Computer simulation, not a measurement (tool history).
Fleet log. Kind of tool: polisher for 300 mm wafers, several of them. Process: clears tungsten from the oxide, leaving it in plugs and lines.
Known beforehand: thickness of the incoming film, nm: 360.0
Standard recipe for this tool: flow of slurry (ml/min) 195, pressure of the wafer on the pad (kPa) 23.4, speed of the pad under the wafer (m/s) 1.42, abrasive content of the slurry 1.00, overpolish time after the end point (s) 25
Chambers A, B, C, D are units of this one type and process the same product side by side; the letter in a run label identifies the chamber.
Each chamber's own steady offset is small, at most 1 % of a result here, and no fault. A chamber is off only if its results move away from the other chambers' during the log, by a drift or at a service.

| run | hour | flow of slurry (ml/min) | pressure of the wafer on the pad (kPa) | speed of the pad under the wafer (m/s) | abrasive content of the slurry | overpolish time after the end point (s) | time until the end point was called (s) |
|---|---|---|---|---|---|---|---|
| 1C | 3.3 | 195 | 23.4 | 1.42 | 1.00 | 25 | 58.542 |
|  | 4.8 | chamber B: slurry tank refilled with fresh slurry and peroxide |
| 2B | 6.0 | 195 | 23.4 | 1.42 | 1.00 | 25 | 55.597 |
| 3D | 10.3 | 195 | 23.4 | 1.42 | 1.00 | 25 | 56.917 |
| 4A | 13.7 | 195 | 23.4 | 1.42 | 1.00 | 25 | 57.277 |
|  | 16.2 | chamber A: slurry tank refilled with fresh slurry and peroxide |
| 5B | 17.5 | 195 | 23.4 | 1.42 | 1.00 | 25 | 57.173 |
| 6A | 22.0 | 195 | 23.4 | 1.42 | 1.00 | 25 | 57.247 |
| 7C | 25.0 | 195 | 23.4 | 1.42 | 1.15 | 35 | 55.504 |
| 8D | 29.7 | 195 | 23.4 | 1.42 | 1.15 | 35 | 54.749 |
|  | 33.2 | chamber D: worn pad replaced by a new one |
|  | 34.8 | chamber D: slurry nozzle cleaned |
| 9C | 35.2 | 195 | 23.4 | 1.42 | 1.15 | 35 | 55.580 |
| 10D | 38.7 | 195 | 23.4 | 1.42 | 1.15 | 35 | 56.405 |
| 11B | 44.5 | 195 | 23.4 | 1.42 | 1.00 | 12 | 55.880 |
|  | 47.4 | chamber C: worn pad replaced by a new one |
| 12A | 48.5 | 195 | 23.4 | 1.42 | 1.00 | 12 | 58.478 |
|  | 49.4 | chamber B: worn pad replaced by a new one |
| 13B | 51.7 | 195 | 23.4 | 1.42 | 1.00 | 12 | 55.959 |
|  | 55.7 | chamber B: slurry blender recalibrated |
| 14D | 56.7 | 195 | 23.4 | 1.42 | 1.00 | 12 | 57.266 |
| 15C | 61.9 | 195 | 23.4 | 1.42 | 1.00 | 25 | 56.583 |
| 16A | 65.6 | 195 | 23.4 | 1.42 | 1.00 | 25 | 59.454 |
| 17D | 71.7 | 195 | 23.4 | 1.42 | 1.00 | 25 | 57.860 |
| 18C | 76.2 | 195 | 23.4 | 1.42 | 1.00 | 25 | 56.858 |
|  | 79.0 | chamber C: slurry tank refilled with fresh slurry and peroxide |
| 19A | 81.2 | 195 | 23.4 | 1.42 | 1.00 | 25 | 58.036 |
| 20B | 85.3 | 195 | 23.4 | 1.42 | 1.00 | 25 | 56.947 |
|  | 86.3 | chamber D: worn pad replaced by a new one |
| 21B | 89.1 | 195 | 23.4 | 1.42 | 1.00 | 25 | 58.582 |
| 22D | 92.4 | 195 | 23.4 | 1.42 | 1.00 | 25 | 57.108 |
| 23C | 97.1 | 195 | 23.4 | 1.42 | 1.00 | 25 | 55.846 |
|  | 98.6 | chamber D: slurry tank refilled with fresh slurry and peroxide |
|  | 98.9 | chamber A: worn pad replaced by a new one |
|  | 100.0 | chamber A: slurry tank refilled with fresh slurry and peroxide |
| 24A | 100.4 | 195 | 23.4 | 1.42 | 1.00 | 25 | 58.438 |
|  | 102.7 | chamber A: slurry nozzle cleaned |
| 25D | 106.4 | 195 | 23.4 | 1.42 | 1.00 | 25 | 57.407 |
|  | 108.1 | chamber B: worn pad replaced by a new one |
| 26A | 110.4 | 195 | 23.4 | 1.42 | 1.00 | 25 | 56.413 |
| 27B | 114.5 | 195 | 23.4 | 1.42 | 1.00 | 25 | 59.529 |
|  | 118.6 | chamber C: slurry nozzle cleaned |
| 28C | 120.6 | 195 | 23.4 | 1.42 | 1.00 | 25 | 57.784 |
| 29C | 126.2 | 195 | 23.4 | 1.42 | 1.00 | 25 | 58.068 |
| 30A | 130.3 | 195 | 23.4 | 1.42 | 1.00 | 25 | 57.207 |
| 31B | 135.8 | 195 | 23.4 | 1.42 | 1.00 | 25 | 60.366 |
|  | 136.4 | chamber D: worn pad replaced by a new one |
|  | 141.3 | chamber C: worn pad replaced by a new one |
| 32D | 141.5 | 195 | 23.4 | 1.42 | 1.00 | 25 | 57.866 |
| 33A | 147.6 | 195 | 23.4 | 1.42 | 1.00 | 25 | 57.253 |
| 34C | 153.7 | 195 | 23.4 | 1.42 | 1.00 | 25 | 57.855 |
| 35B | 156.7 | 195 | 23.4 | 1.42 | 1.00 | 25 | 62.251 |
| 36D | 159.5 | 195 | 23.4 | 1.42 | 1.00 | 25 | 56.358 |
| 37C | 162.6 | 195 | 23.4 | 1.42 | 1.00 | 25 | 57.348 |
|  | 163.0 | chamber B: worn pad replaced by a new one |
|  | 164.9 | chamber A: slurry tank refilled with fresh slurry and peroxide |
| 38D | 165.6 | 195 | 23.4 | 1.42 | 1.00 | 25 | 55.888 |
| 39B | 169.9 | 195 | 23.4 | 1.42 | 1.00 | 25 | 65.264 |
|  | 170.7 | chamber B: slurry tank refilled with fresh slurry and peroxide |
| 40A | 175.8 | 225 | 23.4 | 1.42 | 1.00 | 25 | 55.443 |
| 41A | 181.8 | 225 | 23.4 | 1.42 | 1.00 | 25 | 56.174 |
| 42B | 184.7 | 225 | 23.4 | 1.42 | 1.00 | 25 | 62.306 |

Is one chamber off against the others, does the gauge drift, or is nothing wrong? If a chamber is off, say which, and what the likeliest cause is.

It is chamber B that slowly wanders off from its peers.
Likeliest cause: head's pressure below its setpoint, % = 12.

Below are 4 candidate recipes for chamber B's next run, each the usual settings with a change, their results shown as question marks. Which of them brings B's results back in line with what the other chambers give on the usual settings?
In line here means within this much of the mean the other chambers give on the usual settings: time until the end point was called (s) 3.100
| 43B-1 | 189.2 | 115 | 23.4 | 1.42 | 0.60 | 25 | ? |
| 43B-2 | 189.2 | 195 | 24.8 | 1.50 | 1.00 | 25 | ? |
| 43B-3 | 189.2 | 195 | 22.1 | 1.34 | 1.00 | 25 | ? |
| 43B-4 | 189.2 | 195 | 23.4 | 1.72 | 1.05 | 25 | ? |

On the usual settings, the other chambers give on average: time until the end point was called (s) 57.480
| run | time until the end point was called (s) |
|---|---|
| 43B-1 | 79.799 |
| 43B-2 | 58.046 |
| 43B-3 | 73.135 |
| 43B-4 | 52.865 |
The answer is 43B-2, which returns the chamber to within the allowed miss of the others.

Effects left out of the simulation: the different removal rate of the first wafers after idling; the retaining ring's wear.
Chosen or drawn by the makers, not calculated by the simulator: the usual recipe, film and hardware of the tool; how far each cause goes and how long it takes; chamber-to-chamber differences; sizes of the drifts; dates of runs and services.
